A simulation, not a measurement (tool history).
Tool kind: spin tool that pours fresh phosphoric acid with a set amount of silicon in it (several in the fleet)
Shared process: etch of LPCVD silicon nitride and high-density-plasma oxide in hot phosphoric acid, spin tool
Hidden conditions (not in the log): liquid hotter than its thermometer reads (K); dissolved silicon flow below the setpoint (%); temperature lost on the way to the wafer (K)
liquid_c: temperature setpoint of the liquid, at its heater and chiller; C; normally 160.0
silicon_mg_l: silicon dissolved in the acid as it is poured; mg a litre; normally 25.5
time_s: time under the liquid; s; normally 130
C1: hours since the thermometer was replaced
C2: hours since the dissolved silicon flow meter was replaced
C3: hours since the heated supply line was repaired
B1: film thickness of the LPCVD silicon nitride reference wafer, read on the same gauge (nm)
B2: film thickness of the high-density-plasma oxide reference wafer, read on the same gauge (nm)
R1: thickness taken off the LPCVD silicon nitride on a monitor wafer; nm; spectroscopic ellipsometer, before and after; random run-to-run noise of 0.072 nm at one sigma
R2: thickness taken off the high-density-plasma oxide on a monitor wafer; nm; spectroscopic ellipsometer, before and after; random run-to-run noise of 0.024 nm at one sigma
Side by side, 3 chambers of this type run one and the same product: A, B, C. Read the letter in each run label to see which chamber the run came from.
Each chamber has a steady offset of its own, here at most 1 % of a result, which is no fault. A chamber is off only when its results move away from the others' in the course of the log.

run 1C day=0.375 | liquid_c=160.0 silicon_mg_l=25.5 time_s=130 | C1=16.7 C2=1644.9 C3=120.1 | B1=109.98 B2=30.003 | R1=10.9060 R2=0.29829
run 2A day=0.979 | liquid_c=160.0 silicon_mg_l=25.5 time_s=130 | C1=339.0 C2=712.6 C3=1103.9 | B1=109.97 B2=30.024 | R1=10.8200 R2=0.29858
run 3B day=1.292 | liquid_c=160.0 silicon_mg_l=25.5 time_s=130 | C1=1332.4 C2=1543.0 C3=1141.7 | B1=110.01 B2=30.010 | R1=10.7500 R2=0.32617
run 4C day=1.629 | liquid_c=160.0 silicon_mg_l=25.5 time_s=130 | C1=46.8 C2=1675.0 C3=150.2 | B1=110.01 B2=29.988 | R1=10.8620 R2=0.25340
run 5A day=2.233 | liquid_c=160.0 silicon_mg_l=31.5 time_s=130 | C1=369.1 C2=742.7 C3=1134.0 | B1=109.99 B2=30.000 | R1=10.8380 R2=0.24326
run 6B day=2.612 | liquid_c=160.0 silicon_mg_l=31.5 time_s=130 | C1=1364.1 C2=1574.7 C3=1173.4 | B1=109.99 B2=30.003 | R1=10.8400 R2=0.24218
run 7B day=3.179 | liquid_c=160.0 silicon_mg_l=31.5 time_s=130 | C1=1377.7 C2=1588.3 C3=1187.0 | B1=110.00 B2=30.023 | R1=10.7400 R2=0.24356
run 8A day=3.525 | liquid_c=160.0 silicon_mg_l=25.5 time_s=130 | C1=400.1 C2=773.7 C3=1165.0 | B1=110.01 B2=30.001 | R1=10.8500 R2=0.32480
run 9C day=3.979 | liquid_c=160.0 silicon_mg_l=25.5 time_s=130 | C1=103.2 C2=1731.4 C3=206.6 | B1=110.00 B2=30.012 | R1=10.8280 R2=0.30458
run 10C day=4.592 | liquid_c=160.0 silicon_mg_l=25.5 time_s=130 | C1=117.9 C2=1746.1 C3=221.3 | B1=109.99 B2=30.004 | R1=10.9620 R2=0.29982
run 11A day=5.104 | liquid_c=160.0 silicon_mg_l=25.5 time_s=130 | C1=438.0 C2=811.6 C3=1202.9 | B1=110.02 B2=30.018 | R1=10.9110 R2=0.23485
run 12B day=5.608 | liquid_c=160.0 silicon_mg_l=25.5 time_s=130 | C1=1436.0 C2=1646.6 C3=1245.3 | B1=110.00 B2=29.988 | R1=10.8390 R2=0.26587
run 13C day=6.154 | liquid_c=160.0 silicon_mg_l=25.5 time_s=130 | C1=155.4 C2=1783.6 C3=258.8 | B1=109.99 B2=30.019 | R1=10.9220 R2=0.34351
run 14B day=6.588 | liquid_c=160.0 silicon_mg_l=25.5 time_s=130 | C1=1459.5 C2=1670.1 C3=1268.8 | B1=110.00 B2=29.986 | R1=10.7840 R2=0.31539
run 15A day=6.883 | liquid_c=160.0 silicon_mg_l=25.5 time_s=130 | C1=480.7 C2=854.3 C3=1245.6 | B1=110.00 B2=30.019 | R1=10.7550 R2=0.30993
run 16B day=7.221 | liquid_c=160.0 silicon_mg_l=25.5 time_s=130 | C1=1474.7 C2=1685.3 C3=1284.0 | B1=110.03 B2=29.985 | R1=10.8160 R2=0.31541
run 17C day=7.625 | liquid_c=162.5 silicon_mg_l=25.5 time_s=195 | C1=190.7 C2=1818.9 C3=294.1 | B1=109.99 B2=30.009 | R1=17.8490 R2=0.61331
run 18A day=8.204 | liquid_c=162.5 silicon_mg_l=25.5 time_s=195 | C1=512.4 C2=886.0 C3=1277.3 | B1=109.99 B2=30.000 | R1=17.5790 R2=0.55529
run 19B day=8.842 | liquid_c=162.5 silicon_mg_l=25.5 time_s=195 | C1=1513.6 C2=1724.2 C3=1322.9 | B1=110.01 B2=29.991 | R1=17.5920 R2=0.55396
run 20C day=9.250 | liquid_c=160.0 silicon_mg_l=25.5 time_s=130 | C1=229.7 C2=1857.9 C3=333.1 | B1=110.01 B2=30.003 | R1=10.9360 R2=0.28839
run 21A day=9.738 | liquid_c=160.0 silicon_mg_l=25.5 time_s=130 | C1=549.2 C2=922.8 C3=1314.1 | B1=110.00 B2=30.028 | R1=10.7140 R2=0.30079
run 22C day=10.154 | liquid_c=160.0 silicon_mg_l=25.5 time_s=130 | C1=251.4 C2=1879.6 C3=354.8 | B1=109.98 B2=30.000 | R1=10.8950 R2=0.25446
run 23A day=10.567 | liquid_c=160.0 silicon_mg_l=25.5 time_s=130 | C1=569.1 C2=942.7 C3=1334.0 | B1=110.00 B2=30.007 | R1=10.9050 R2=0.27157
run 24B day=11.017 | liquid_c=160.0 silicon_mg_l=25.5 time_s=130 | C1=1565.8 C2=1776.4 C3=1375.1 | B1=109.98 B2=30.014 | R1=10.8430 R2=0.28224
-- day=11.283 chamber A: thermometer replaced
run 25A day=11.542 | liquid_c=160.0 silicon_mg_l=25.5 time_s=130 | C1=6.2 C2=966.1 C3=1357.4 | B1=110.01 B2=29.995 | R1=10.9500 R2=0.28702
run 26C day=12.208 | liquid_c=160.0 silicon_mg_l=25.5 time_s=130 | C1=300.7 C2=1928.9 C3=404.1 | B1=109.99 B2=29.983 | R1=10.7970 R2=0.31380
run 27B day=12.692 | liquid_c=160.0 silicon_mg_l=25.5 time_s=130 | C1=1606.0 C2=1816.6 C3=1415.3 | B1=110.01 B2=29.996 | R1=10.8220 R2=0.30100
run 28B day=13.279 | liquid_c=160.0 silicon_mg_l=25.5 time_s=130 | C1=1620.1 C2=1830.7 C3=1429.4 | B1=109.99 B2=29.982 | R1=10.8440 R2=0.28795
run 29C day=13.617 | liquid_c=160.0 silicon_mg_l=25.5 time_s=130 | C1=334.5 C2=1962.7 C3=437.9 | B1=110.01 B2=30.001 | R1=10.7340 R2=0.28736
run 30A day=14.271 | liquid_c=160.0 silicon_mg_l=25.5 time_s=130 | C1=71.7 C2=1031.6 C3=1422.9 | B1=110.00 B2=29.979 | R1=10.8870 R2=0.31801
run 31B day=14.579 | liquid_c=160.0 silicon_mg_l=25.5 time_s=130 | C1=1651.3 C2=1861.9 C3=1460.6 | B1=110.00 B2=29.989 | R1=10.8930 R2=0.31224
run 32A day=15.229 | liquid_c=160.0 silicon_mg_l=25.5 time_s=130 | C1=94.7 C2=1054.6 C3=1445.9 | B1=110.01 B2=29.977 | R1=10.9420 R2=0.29269
run 33C day=15.625 | liquid_c=160.0 silicon_mg_l=25.5 time_s=130 | C1=382.7 C2=2010.9 C3=486.1 | B1=109.99 B2=30.007 | R1=10.9170 R2=0.29293
run 34A day=16.188 | liquid_c=160.0 silicon_mg_l=7.0 time_s=70 | C1=117.7 C2=1077.6 C3=1468.9 | B1=109.99 B2=29.999 | R1=5.8312 R2=0.25358

Each of the 3 chambers runs these same settings next. Fill in every chamber's results:
run 35A day=16.675 | liquid_c=161.0 silicon_mg_l=25.5 time_s=130 | R1=? R2=?
run 35B day=16.675 | liquid_c=161.0 silicon_mg_l=25.5 time_s=130 | R1=? R2=?
run 35C day=16.675 | liquid_c=161.0 silicon_mg_l=25.5 time_s=130 | R1=? R2=?

run=35A R1=11.2000 R2=0.31679
run=35B R1=11.2200 R2=0.28706
run=35C R1=11.0910 R2=0.29176

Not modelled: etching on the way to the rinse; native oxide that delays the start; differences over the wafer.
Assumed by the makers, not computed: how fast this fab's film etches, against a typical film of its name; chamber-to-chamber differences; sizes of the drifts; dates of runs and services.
